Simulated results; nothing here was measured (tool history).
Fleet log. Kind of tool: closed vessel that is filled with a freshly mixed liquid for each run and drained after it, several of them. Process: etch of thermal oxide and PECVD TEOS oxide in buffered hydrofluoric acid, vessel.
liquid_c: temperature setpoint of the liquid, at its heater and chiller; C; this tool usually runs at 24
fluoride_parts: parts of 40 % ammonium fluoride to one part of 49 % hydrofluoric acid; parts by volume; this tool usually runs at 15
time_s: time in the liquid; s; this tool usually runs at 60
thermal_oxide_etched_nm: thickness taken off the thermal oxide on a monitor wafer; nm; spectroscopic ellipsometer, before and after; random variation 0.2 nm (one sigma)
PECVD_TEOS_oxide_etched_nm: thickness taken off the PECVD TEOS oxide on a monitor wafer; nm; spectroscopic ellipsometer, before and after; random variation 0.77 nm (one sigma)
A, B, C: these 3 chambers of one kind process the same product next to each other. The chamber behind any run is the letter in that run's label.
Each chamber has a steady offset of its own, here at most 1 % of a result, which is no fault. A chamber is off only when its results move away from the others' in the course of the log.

| run | hour | liquid_c | fluoride_parts | time_s | read-back film thickness of the thermal oxide reference wafer, read on the same gauge (nm) | read-back film thickness of the PECVD TEOS oxide reference wafer, read on the same gauge (nm) | thermal_oxide_etched_nm | PECVD_TEOS_oxide_etched_nm |
|---|---|---|---|---|---|---|---|---|
| 1C | 4.1 | 24 | 15 | 60 | 60.003 | 139.99 | 44.144 | 91.3 |
| 2A | 8.8 | 24 | 15 | 60 | 59.998 | 139.98 | 44.358 | 91.795 |
| 3B | 13.7 | 24 | 15 | 60 | 60.003 | 139.99 | 44.512 | 91.618 |
| 4A | 22 | 24 | 15 | 60 | 59.974 | 140 | 44.241 | 90.067 |
| 5C | 29.4 | 24 | 15 | 60 | 59.998 | 140.01 | 44.453 | 91.842 |
| 6B | 33.3 | 24 | 15 | 60 | 59.994 | 140.03 | 44.38 | 93.116 |
| 7B | 37.5 | 24 | 15 | 60 | 60.009 | 139.97 | 44.381 | 91.756 |
| 8A | 44.8 | 24 | 15 | 60 | 60.028 | 139.99 | 44.281 | 90.631 |
| 9C | 52 | 24 | 15 | 60 | 59.987 | 140 | 44.489 | 92.615 |
| 10C | 57.8 | 24 | 15 | 60 | 60.008 | 140 | 44.456 | 91.374 |
| 11A | 64.6 | 24 | 15 | 60 | 60.005 | 140 | 44.355 | 91.234 |
| 12B | 71.3 | 24 | 15 | 60 | 59.995 | 139.97 | 44.663 | 91.076 |
| 13B | 76.8 | 24 | 15 | 60 | 59.999 | 139.99 | 44.269 | 91.616 |
| 14C | 84.5 | 28 | 15 | 75 | 59.991 | 140.01 | 68.516 | 140.52 |
| 15A | 91.1 | 28 | 15 | 75 | 60.023 | 140.02 | 69.171 | 141.26 |
| 16C | 98.5 | 28 | 15 | 75 | 60.004 | 139.99 | 68.222 | 141.66 |
| 17A | 105 | 24 | 15 | 60 | 60 | 140.05 | 43.911 | 92.371 |
| 18B | 109.4 | 24 | 15 | 60 | 60.009 | 139.99 | 44.176 | 91.159 |
| 19C | 114.8 | 24 | 15 | 60 | 59.995 | 140 | 44.293 | 92.197 |
| 20B | 120.7 | 24 | 15 | 60 | 60.016 | 140 | 44.249 | 91.485 |
| 21A | 127.3 | 24 | 15 | 60 | 59.989 | 139.98 | 44.25 | 91.39 |
| 22C | 133.6 | 24 | 15 | 60 | 60.002 | 140.03 | 44.157 | 91.065 |
| 23B | 140.1 | 24 | 15 | 60 | 60 | 140.01 | 44.413 | 89.993 |
| 24A | 145.7 | 24 | 15 | 60 | 60.001 | 139.97 | 44.628 | 89.488 |
| 25A | 153.4 | 24 | 15 | 60 | 59.994 | 140 | 44.336 | 92.142 |
| 26B | 159 | 24 | 15 | 60 | 60.002 | 140.02 | 44.819 | 91.605 |
| 27C | 166.1 | 24 | 15 | 60 | 60.006 | 139.98 | 44.54 | 93.473 |
| 28C | 174.1 | 24 | 15 | 60 | 60.01 | 139.99 | 44.206 | 91.741 |
| 29A | 181.5 | 24 | 15 | 60 | 60 | 140.01 | 44.106 | 90.372 |
| 30B | 185.5 | 24 | 15 | 60 | 60.008 | 140 | 44.598 | 90.038 |
| 31B | 192.7 | 24 | 15 | 60 | 59.998 | 140.02 | 44.444 | 90.284 |
| 32C | 197.6 | 28.5 | 15 | 70 | 60.006 | 140.01 | 65.564 | 135.65 |
| 33A | 205.8 | 28.5 | 15 | 70 | 60.007 | 139.99 | 66.128 | 135.64 |
| 34B | 213.5 | 28.5 | 15 | 70 | 59.994 | 140.01 | 66.025 | 138.74 |
| 35C | 221.2 | 24 | 15 | 60 | 59.993 | 140 | 44.18 | 92.199 |
| 36A | 228.2 | 26 | 15 | 75 | 59.994 | 140.02 | 61.833 | 125.11 |
| 37B | 232.3 | 26 | 15 | 75 | 59.999 | 140 | 62.524 | 125.84 |
| 38C | 239.9 | 26 | 15 | 75 | 60.001 | 139.99 | 61.111 | 126.12 |
| 39A | 244 | 24 | 15 | 60 | 59.994 | 140 | 44.365 | 90.147 |
| 40A | 250.8 | 24 | 15 | 60 | 59.998 | 139.98 | 44.373 | 91.536 |
| 41B | 254.5 | 24 | 15 | 60 | 59.988 | 140 | 44.557 | 91.446 |
| 42C | 260.2 | 24 | 15 | 60 | 60.001 | 140.02 | 44.184 | 92.913 |
| 43C | 266.6 | 24 | 15 | 60 | 59.997 | 140 | 44.619 | 91.232 |

Does one chamber stand apart from the rest, does the shared gauge drift, or is all well apart from small per-chamber offsets? Give the chamber and the most likely cause, where there is one.

No chamber is off and the gauge is stable; the differences are just each chamber's small, constant offset.

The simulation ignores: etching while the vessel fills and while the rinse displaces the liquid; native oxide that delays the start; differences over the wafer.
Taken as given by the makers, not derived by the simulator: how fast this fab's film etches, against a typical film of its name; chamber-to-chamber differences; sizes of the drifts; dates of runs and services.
